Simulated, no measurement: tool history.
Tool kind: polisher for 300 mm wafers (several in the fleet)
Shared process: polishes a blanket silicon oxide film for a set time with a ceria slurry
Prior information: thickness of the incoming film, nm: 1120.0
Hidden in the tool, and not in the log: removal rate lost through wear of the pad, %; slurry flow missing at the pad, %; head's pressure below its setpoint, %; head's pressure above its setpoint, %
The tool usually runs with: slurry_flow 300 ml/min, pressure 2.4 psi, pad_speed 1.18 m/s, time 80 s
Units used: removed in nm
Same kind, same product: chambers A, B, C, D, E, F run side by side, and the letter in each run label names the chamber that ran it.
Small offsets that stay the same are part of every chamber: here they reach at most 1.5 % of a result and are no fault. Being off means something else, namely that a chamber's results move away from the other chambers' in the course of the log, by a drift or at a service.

| run | day | slurry_flow | pressure | pad_speed | time | wafers polished on this pad | hours since the slurry nozzle was cleaned | hours since the head pressure was calibrated | removed |
|---|---|---|---|---|---|---|---|---|---|
| 1D | 0.354 | 300 | 2.4 | 1.18 | 80 | 698 | 845.4 | 1326.4 | 306.73 |
| 2A | 0.721 | 300 | 2.4 | 1.18 | 80 | 1051 | 581.4 | 235.1 | 307.63 |
|  | 0.812 | chamber C: slurry nozzle cleaned |
|  | 0.846 | chamber A: worn pad replaced by a new one |
| 3C | 1.033 | 300 | 2.4 | 1.18 | 80 | 318 | 5.4 | 114.5 | 310.16 |
|  | 1.079 | chamber E: worn pad replaced by a new one |
| 4B | 1.379 | 300 | 2.4 | 1.18 | 80 | 312 | 117.5 | 177.9 | 309.67 |
|  | 1.692 | chamber E: slurry nozzle cleaned |
|  | 1.746 | chamber C: worn pad replaced by a new one |
| 5F | 1.746 | 300 | 2.4 | 1.18 | 80 | 426 | 617.3 | 1276.7 | 305.73 |
| 6E | 2.012 | 300 | 2.4 | 1.18 | 80 | 190 | 7.8 | 952.5 | 304.5 |
|  | 2.038 | chamber A: slurry nozzle cleaned |
| 7D | 2.267 | 300 | 2.4 | 1.18 | 80 | 1086 | 891.3 | 1372.3 | 307.65 |
|  | 2.3 | chamber D: worn pad replaced by a new one |
|  | 2.346 | chamber B: worn pad replaced by a new one |
| 8E | 2.446 | 300 | 2.4 | 1.18 | 80 | 278 | 18.2 | 962.9 | 305.64 |
| 9A | 2.646 | 300 | 2.4 | 0.94 | 80 | 366 | 14.7 | 281.3 | 247.88 |
| 10C | 2.838 | 300 | 2.4 | 0.94 | 80 | 222 | 48.7 | 157.8 | 241.22 |
| 11F | 3.108 | 300 | 2.4 | 0.94 | 80 | 703 | 650 | 1309.4 | 244.32 |
|  | 3.183 | chamber F: worn pad replaced by a new one |
| 12B | 3.342 | 300 | 2.4 | 0.94 | 80 | 202 | 164.6 | 225 | 244.15 |
| 13B | 3.604 | 300 | 2.4 | 0.94 | 80 | 256 | 170.9 | 231.3 | 242.77 |
| 14C | 3.946 | 300 | 2.4 | 0.94 | 80 | 447 | 75.3 | 184.4 | 241.11 |
| 15F | 4.175 | 300 | 2.4 | 1.18 | 80 | 201 | 675.6 | 1335 | 303.78 |
|  | 4.267 | chamber F: head pressure recalibrated |
| 16E | 4.454 | 300 | 2.4 | 1.18 | 80 | 686 | 66.4 | 1011.1 | 301.92 |
|  | 4.533 | chamber D: head pressure recalibrated |
|  | 4.592 | chamber C: worn pad replaced by a new one |
| 17A | 4.683 | 300 | 2.4 | 1.18 | 80 | 780 | 63.6 | 330.2 | 312.96 |
|  | 5.008 | chamber D: slurry nozzle cleaned |
| 18D | 5.042 | 300 | 2.4 | 1.18 | 80 | 558 | 0.9 | 12.2 | 279.9 |
|  | 5.104 | chamber B: worn pad replaced by a new one |
| 19C | 5.288 | 300 | 2.4 | 1.18 | 80 | 141 | 107.5 | 216.6 | 308.56 |
| 20D | 5.529 | 300 | 2.4 | 1.18 | 80 | 657 | 12.6 | 23.9 | 278.55 |
| 21B | 5.7 | 300 | 2.4 | 1.18 | 80 | 121 | 221.2 | 281.6 | 306.01 |
|  | 5.912 | chamber F: worn pad replaced by a new one |
| 22F | 6.062 | 300 | 2.4 | 1.18 | 80 | 30 | 720.9 | 43.1 | 306.64 |
| 23A | 6.312 | 300 | 2.4 | 1.18 | 80 | 1111 | 102.7 | 369.3 | 312.31 |
|  | 6.346 | chamber A: worn pad replaced by a new one |
|  | 6.346 | chamber D: worn pad replaced by a new one |
| 24E | 6.546 | 300 | 2.4 | 1.18 | 80 | 1111 | 116.6 | 1061.3 | 304.42 |
| 25A | 6.867 | 300 | 2.1 | 1.18 | 80 | 106 | 116 | 382.6 | 272.95 |
|  | 6.921 | chamber B: slurry nozzle cleaned |
| 26B | 7.062 | 300 | 2.1 | 1.18 | 80 | 398 | 3.4 | 314.3 | 268.73 |
|  | 7.412 | chamber C: worn pad replaced by a new one |
| 27D | 7.417 | 300 | 2.1 | 1.18 | 80 | 218 | 57.9 | 69.2 | 243.41 |
| 28F | 7.712 | 300 | 2.1 | 1.18 | 80 | 366 | 760.5 | 82.7 | 264.22 |
| 29C | 7.912 | 300 | 2.1 | 1.18 | 80 | 102 | 170.5 | 279.6 | 269.23 |
|  | 7.95 | chamber B: worn pad replaced by a new one |
| 30E | 8.146 | 300 | 2.1 | 1.18 | 80 | 1437 | 155 | 1099.7 | 267.92 |
| 31D | 8.479 | 300 | 2.4 | 1.18 | 80 | 434 | 83.4 | 94.7 | 279.08 |
|  | 8.5 | chamber E: worn pad replaced by a new one |
|  | 8.546 | chamber F: worn pad replaced by a new one |
| 32C | 8.721 | 300 | 2.4 | 1.18 | 80 | 266 | 189.9 | 299 | 302.89 |
| 33E | 8.925 | 300 | 2.4 | 1.18 | 80 | 86 | 173.7 | 1118.4 | 301.54 |
| 34B | 9.254 | 300 | 3 | 1.18 | 80 | 265 | 56 | 366.9 | 390.39 |
| 35F | 9.608 | 300 | 3 | 1.18 | 80 | 216 | 806 | 128.2 | 379.51 |
| 36A | 9.788 | 300 | 3 | 1.18 | 80 | 699 | 186.1 | 452.7 | 390.81 |
| 37F | 9.962 | 300 | 3 | 1.18 | 80 | 288 | 814.5 | 136.7 | 376.85 |
|  | 10.154 | chamber C: worn pad replaced by a new one |
| 38B | 10.288 | 300 | 3 | 1.18 | 80 | 475 | 80.8 | 391.7 | 386.34 |
| 39E | 10.638 | 300 | 3 | 1.18 | 80 | 434 | 214.8 | 1159.5 | 380.87 |
|  | 10.683 | chamber D: worn pad replaced by a new one |
| 40C | 10.825 | 300 | 2.4 | 1.18 | 80 | 137 | 240.4 | 349.5 | 303.35 |
| 41A | 11.133 | 300 | 2.4 | 1.18 | 80 | 973 | 218.4 | 485 | 306.46 |
| 42D | 11.367 | 300 | 2.4 | 1.18 | 80 | 139 | 152.7 | 164 | 282.57 |
| 43D | 11.633 | 300 | 2.4 | 1.18 | 80 | 193 | 159.1 | 170.4 | 282.31 |

All 6 chambers run these settings next. Forecast each chamber's results:
| 44A | 11.912 | 385 | 2.4 | 1.18 | 80 |  |  |  | ? |
| 44B | 11.912 | 385 | 2.4 | 1.18 | 80 |  |  |  | ? |
| 44C | 11.912 | 385 | 2.4 | 1.18 | 80 |  |  |  | ? |
| 44D | 11.912 | 385 | 2.4 | 1.18 | 80 |  |  |  | ? |
| 44E | 11.912 | 385 | 2.4 | 1.18 | 80 |  |  |  | ? |
| 44F | 11.912 | 385 | 2.4 | 1.18 | 80 |  |  |  | ? |

| run | removed |
|---|---|
| 44A | 318.29 |
| 44B | 313.74 |
| 44C | 314.53 |
| 44D | 287.63 |
| 44E | 312.33 |
| 44F | 309.31 |
